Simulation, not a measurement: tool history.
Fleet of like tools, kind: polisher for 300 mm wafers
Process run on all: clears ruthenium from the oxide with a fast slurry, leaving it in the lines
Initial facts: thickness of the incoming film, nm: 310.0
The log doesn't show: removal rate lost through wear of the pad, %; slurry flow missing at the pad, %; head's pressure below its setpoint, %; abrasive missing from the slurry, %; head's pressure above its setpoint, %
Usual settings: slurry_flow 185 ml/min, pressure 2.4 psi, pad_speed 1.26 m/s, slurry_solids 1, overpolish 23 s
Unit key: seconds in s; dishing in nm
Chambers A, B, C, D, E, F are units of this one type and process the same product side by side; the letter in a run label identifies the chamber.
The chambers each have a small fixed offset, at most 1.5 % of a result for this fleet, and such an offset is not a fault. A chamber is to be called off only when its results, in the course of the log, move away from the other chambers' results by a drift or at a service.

run,day,slurry_flow,pressure,pad_speed,slurry_solids,overpolish,wafers polished on this pad,hours since the slurry nozzle was cleaned,hours since the head pressure was calibrated,hours since the slurry blender was calibrated,seconds,dishing
1B,0.321,185,2.4,1.26,1,23,686,124.7,66.4,214.8,68.148,33.273
# day 0.596: chamber C: worn pad replaced by a new one
# day 0.804: chamber B: worn pad replaced by a new one
2A,0.829,185,2.4,1.26,1,23,740,437,799,300.3,68.562,33.289
# day 1.079: chamber D: slurry nozzle cleaned
# day 1.121: chamber E: slurry nozzle cleaned
# day 1.254: chamber A: worn pad replaced by a new one
3C,1.325,185,2.4,1.26,1,23,126,643.1,281.1,104.4,68.636,32.284
# day 1.712: chamber A: slurry blender recalibrated
4D,1.796,185,2.4,1.26,1,23,1113,17.2,292.2,177.7,68.406,32.726
# day 2.35: chamber D: worn pad replaced by a new one
5E,2.362,185,2.4,1.26,1,23,998,29.8,286.8,153,67.845,32.896
# day 2.775: chamber C: head pressure recalibrated
# day 2.854: chamber F: slurry blender recalibrated
6F,2.933,185,2.4,1.26,1,23,599,272,458.5,1.9,66.193,32.647
# day 3.167: chamber F: worn pad replaced by a new one
# day 3.171: chamber F: slurry nozzle cleaned
# day 3.225: chamber E: worn pad replaced by a new one
7B,3.258,185,2.4,1.26,1,23,424,195.2,136.9,285.3,68.65,32.631
8A,3.729,185,2.4,1.26,1,23,428,506.6,868.6,48.5,69.189,33.507
# day 4.254: chamber C: slurry blender recalibrated
9D,4.329,185,2.4,1.26,1,23,342,78,353,238.5,67.794,33.309
# day 4.642: chamber B: worn pad replaced by a new one
10C,4.858,185,2.4,1.26,1,23,737,727.9,50,14.6,68.581,33.73
11F,5.325,185,2.4,1.26,1,23,373,51.7,515.9,59.3,68.293,34.154
12E,5.704,185,2.4,1.26,1,23,429,110,367,233.2,68.581,33.047
# day 5.721: chamber C: slurry nozzle cleaned
# day 5.858: chamber A: worn pad replaced by a new one
# day 5.875: chamber E: slurry blender recalibrated
13F,6.221,185,2.4,1.26,1,34,528,73.2,537.4,80.8,68.825,34.482
# day 6.604: chamber C: worn pad replaced by a new one
14C,6.679,185,2.4,1.26,1,34,13,23,93.7,58.3,66.368,34.326
# day 6.771: chamber A: head pressure recalibrated
15B,6.988,185,2.4,1.26,1,34,405,284.7,226.4,374.8,67.066,33.578
# day 7.425: chamber F: worn pad replaced by a new one
16D,7.571,185,2.4,1.26,1,34,902,155.8,430.8,316.3,67.425,35.781
# day 7.692: chamber A: slurry nozzle cleaned
17E,7.892,185,2.4,1.26,1,34,807,162.5,419.5,48.4,66.396,34.386
# day 8.142: chamber D: worn pad replaced by a new one
18A,8.375,185,2.4,1.26,1,34,435,16.4,38.6,160,74.338,34.536
# day 8.467: chamber B: worn pad replaced by a new one
19F,8.654,185,2.4,1.26,1,23,212,131.6,595.8,139.2,69.029,33.286
20D,9.196,185,2.4,1.26,1,23,182,194.8,469.8,355.3,68.101,33.106
21C,9.708,185,2.4,1.26,1,23,537,95.7,166.4,131,69.53,33.64
22A,10.25,185,2.4,1.26,1,23,759,61.4,83.6,205,73.241,32.178
23B,10.596,130,2.4,1.26,1,12,368,371.3,313,461.4,72.972,26.135
# day 10.767: chamber C: slurry blender recalibrated
# day 10.838: chamber E: worn pad replaced by a new one
24E,11.004,130,2.4,1.26,1,12,29,237.2,494.2,123.1,69.061,25.782
25C,11.446,130,2.4,1.26,1,12,837,137.4,208.1,16.3,72.385,25.649
# day 11.458: chamber A: worn pad replaced by a new one
# day 11.671: chamber B: slurry blender recalibrated
26F,11.942,130,2.4,1.26,1,12,781,210.5,674.7,218.1,73.421,25.668
# day 11.996: chamber F: slurry blender recalibrated
# day 12.058: chamber F: worn pad replaced by a new one
# day 12.279: chamber B: worn pad replaced by a new one
27B,12.558,130,2.4,1.26,1,12,48,418.4,360.1,21.4,72.566,25.817
28A,13.062,130,2.4,1.26,1,12,278,128.9,151.1,272.5,77.638,25.078
# day 13.308: chamber C: worn pad replaced by a new one
29D,13.417,185,2.4,1.26,1,23,912,296.1,571.1,456.6,68.571,33.189
# day 13.712: chamber D: slurry blender recalibrated
30E,13.825,185,2.4,1.26,1,23,516,304.9,561.9,190.8,68.286,33.475
# day 14.025: chamber F: slurry nozzle cleaned
31A,14.342,185,2.4,1.26,1,23,499,159.6,181.8,303.2,72.19,32.486
# day 14.812: chamber D: worn pad replaced by a new one
32D,14.929,185,2.4,1.26,1,23,20,332.4,607.4,29.2,69.149,32.416
33E,15.479,185,2.4,1.26,1,23,802,344.6,601.6,230.5,69.055,33.252
34F,16.025,185,2.4,1.1,1,11,686,48.1,772.7,96.8,77.785,24.462
# day 16.154: chamber F: worn pad replaced by a new one
# day 16.358: chamber E: slurry blender recalibrated
35B,16.529,185,2.4,1.1,1,11,735,513.7,455.4,116.7,78.025,23.785
# day 16.767: chamber B: worn pad replaced by a new one
36C,16.858,185,2.4,1.1,1,11,614,267.3,338,146.2,77.71,23.036
37E,17.338,185,2.4,1.1,1,11,1124,389.2,646.2,23.6,79.277,24.828
38B,17.904,185,2.4,1.1,1,11,196,546.7,488.4,149.7,78.787,23.572
# day 18.175: chamber C: head pressure recalibrated
# day 18.254: chamber C: slurry blender recalibrated
39F,18.396,185,2.4,1.1,1,11,387,105,829.6,153.7,78.41,24.214
40C,18.683,185,2.4,1.58,1,28,929,311.1,12.2,10.3,54.444,34.666

Has any chamber moved away from the others, gradually or after a service, or does the common gauge drift, or do the chambers differ only by their own small steady offsets? State the chamber and the most likely cause if one applies.

After it was serviced, chamber A no longer matches the other chambers.
Likeliest cause: head's pressure below its setpoint, % = 7.88.

Which of the 4 candidates below, each the usual settings with something changed and its results left as question marks, puts chamber A back in line with what the other chambers give on the usual settings?
In line means no further than this from the other chambers' mean on the usual settings: seconds 3.4 s; dishing 1.8 nm
41A-1,19.129,185,2.6,1.36,1.05,21,,,,,?,?
41A-2,19.129,185,2.5,1.32,1,22,,,,,?,?
41A-3,19.129,185,2.3,1.2,1,24,,,,,?,?
41A-4,19.129,185,2.2,1.16,0.95,25,,,,,?,?

What the other chambers average on the usual settings: seconds 68.112 s; dishing 33.121 nm
run,seconds,dishing
41A-1,62.794,33.543
41A-2,68.751,33.247
41A-3,82.147,32.569
41A-4,90.931,32.065
41A-2 puts the chamber back in line with the other chambers.
